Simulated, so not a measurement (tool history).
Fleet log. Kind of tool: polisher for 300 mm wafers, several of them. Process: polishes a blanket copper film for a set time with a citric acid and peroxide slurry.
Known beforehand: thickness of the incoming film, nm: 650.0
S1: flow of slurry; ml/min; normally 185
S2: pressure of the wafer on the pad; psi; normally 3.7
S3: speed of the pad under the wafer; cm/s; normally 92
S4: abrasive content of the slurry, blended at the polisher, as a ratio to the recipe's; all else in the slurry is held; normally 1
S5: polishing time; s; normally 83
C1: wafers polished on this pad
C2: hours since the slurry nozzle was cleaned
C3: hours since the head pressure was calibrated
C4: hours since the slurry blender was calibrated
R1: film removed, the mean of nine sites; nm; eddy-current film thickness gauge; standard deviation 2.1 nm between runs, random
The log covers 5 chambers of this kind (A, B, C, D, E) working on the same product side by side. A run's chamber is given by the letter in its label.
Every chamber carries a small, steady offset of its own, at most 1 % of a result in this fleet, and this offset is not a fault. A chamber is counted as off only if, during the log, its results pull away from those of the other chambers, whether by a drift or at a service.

| run | day | S1 | S2 | S3 | S4 | S5 | C1 | C2 | C3 | C4 | R1 |
|---|---|---|---|---|---|---|---|---|---|---|---|
| 1A | 0.15 | 185 | 3.7 | 92 | 1 | 83 | 697 | 53.6 | 110.5 | 95.3 | 190 |
|  | 0.438 | chamber C: worn pad replaced by a new one |
| 2D | 0.454 | 185 | 3.7 | 92 | 1 | 83 | 1023 | 16.8 | 453.5 | 33 | 189.24 |
|  | 0.708 | chamber D: worn pad replaced by a new one |
| 3B | 0.75 | 185 | 3.7 | 92 | 1 | 83 | 790 | 416.8 | 448.9 | 40.8 | 197.44 |
| 4C | 1.038 | 185 | 3.7 | 92 | 1 | 83 | 89 | 100.3 | 538.2 | 248.1 | 190.91 |
| 5E | 1.321 | 185 | 3.7 | 92 | 1 | 83 | 886 | 254.8 | 754 | 317 | 191.16 |
| 6C | 1.554 | 150 | 3.7 | 92 | 1 | 83 | 166 | 112.7 | 550.6 | 260.5 | 184.89 |
| 7B | 1.758 | 150 | 3.7 | 92 | 1 | 83 | 940 | 441 | 473.1 | 65 | 182.99 |
|  | 1.875 | chamber E: worn pad replaced by a new one |
| 8A | 2.075 | 150 | 3.7 | 92 | 1 | 83 | 983 | 99.8 | 156.7 | 141.5 | 181.5 |
| 9D | 2.354 | 150 | 3.7 | 92 | 1 | 83 | 244 | 62.4 | 499.1 | 78.6 | 181.94 |
| 10E | 2.596 | 150 | 3.7 | 92 | 1 | 83 | 107 | 285.4 | 784.6 | 347.6 | 185.2 |
| 11A | 2.771 | 185 | 3.7 | 92 | 1 | 83 | 1086 | 116.5 | 173.4 | 158.2 | 190.42 |
| 12C | 3.046 | 185 | 3.7 | 92 | 1 | 83 | 387 | 148.5 | 586.4 | 296.3 | 189.62 |
| 13E | 3.229 | 185 | 3.7 | 92 | 1 | 83 | 201 | 300.6 | 799.8 | 362.8 | 191.23 |
| 14B | 3.379 | 185 | 3.7 | 92 | 1 | 83 | 1181 | 479.9 | 512 | 103.9 | 188.47 |
| 15D | 3.558 | 185 | 3.7 | 92 | 1 | 83 | 423 | 91.3 | 528 | 107.5 | 186.82 |
| 16C | 3.738 | 185 | 3.7 | 92 | 1 | 83 | 490 | 165.1 | 603 | 312.9 | 196.38 |
| 17A | 3.958 | 185 | 3.7 | 92 | 1 | 83 | 1263 | 145 | 201.9 | 186.7 | 185.56 |
|  | 4.125 | chamber E: slurry blender recalibrated |
| 18B | 4.25 | 215 | 2.7 | 92 | 1 | 83 | 1311 | 500.8 | 532.9 | 124.8 | 134.8 |
|  | 4.346 | chamber E: head pressure recalibrated |
| 19E | 4.508 | 215 | 2.7 | 92 | 1 | 83 | 392 | 331.3 | 3.9 | 9.3 | 145.18 |
| 20D | 4.725 | 215 | 2.7 | 92 | 1 | 83 | 597 | 119.3 | 556 | 135.5 | 138.79 |
|  | 4.983 | chamber C: slurry blender recalibrated |
| 21E | 5.004 | 215 | 2.7 | 92 | 1 | 83 | 465 | 343.2 | 15.8 | 21.2 | 145.34 |
| 22A | 5.258 | 215 | 2.7 | 92 | 1 | 83 | 1456 | 176.2 | 233.1 | 217.9 | 141.47 |
|  | 5.404 | chamber A: worn pad replaced by a new one |
| 23C | 5.429 | 185 | 3.7 | 92 | 1 | 83 | 742 | 205.7 | 643.6 | 10.8 | 192.17 |
| 24B | 5.679 | 185 | 3.7 | 92 | 1 | 83 | 1523 | 535.1 | 567.2 | 159.1 | 181.54 |
|  | 5.896 | chamber A: slurry nozzle cleaned |
| 25D | 6 | 185 | 3.7 | 92 | 1 | 83 | 786 | 149.9 | 586.6 | 166.1 | 192.22 |
| 26A | 6.258 | 185 | 3.7 | 92 | 1 | 83 | 127 | 8.7 | 257.1 | 241.9 | 190.39 |
| 27E | 6.55 | 185 | 3.7 | 92 | 1 | 83 | 695 | 380.3 | 52.9 | 58.3 | 193.72 |
| 28C | 6.767 | 185 | 2.6 | 92 | 1 | 102 | 940 | 237.8 | 675.7 | 42.9 | 162.53 |
| 29D | 7.046 | 185 | 2.6 | 92 | 1 | 102 | 942 | 175 | 611.7 | 191.2 | 163.96 |
| 30B | 7.258 | 185 | 2.6 | 92 | 1 | 102 | 1758 | 573 | 605.1 | 197 | 147.2 |
| 31B | 7.492 | 185 | 2.6 | 92 | 1 | 102 | 1792 | 578.6 | 610.7 | 202.6 | 147.55 |

Is one chamber off against the others, does the gauge drift, or is nothing wrong? If a chamber is off, say which, and what the likeliest cause is.

Little by little, chamber B moves away from the other chambers.
Cause: removal rate lost through wear of the pad, % = 12.4.
With only this log, it may be confused with: head's pressure below its setpoint, %.

Chamber B could run next with any of the 4 candidate recipes listed below; each alters the usual settings, and their results appear as question marks. Which one brings its results back in line with what the other chambers deliver on the usual settings?
In-line tolerance around the mean of the other chambers on the usual settings: R1 7.5 nm
| 32B-1 | 7.738 | 185 | 4.2 | 92 | 1 | 83 |  |  |  |  | ? |
| 32B-2 | 7.738 | 185 | 4.1 | 100 | 1 | 91 |  |  |  |  | ? |
| 32B-3 | 7.738 | 185 | 3.7 | 86 | 1 | 78 |  |  |  |  | ? |
| 32B-4 | 7.738 | 185 | 3.4 | 84 | 1 | 76 |  |  |  |  | ? |

On the usual settings, the other chambers give on average: R1 190.55 nm
| run | R1 |
|---|---|
| 32B-1 | 190.45 |
| 32B-2 | 221.13 |
| 32B-3 | 147.85 |
| 32B-4 | 129.53 |
32B-1 puts the chamber back in line with the other chambers.
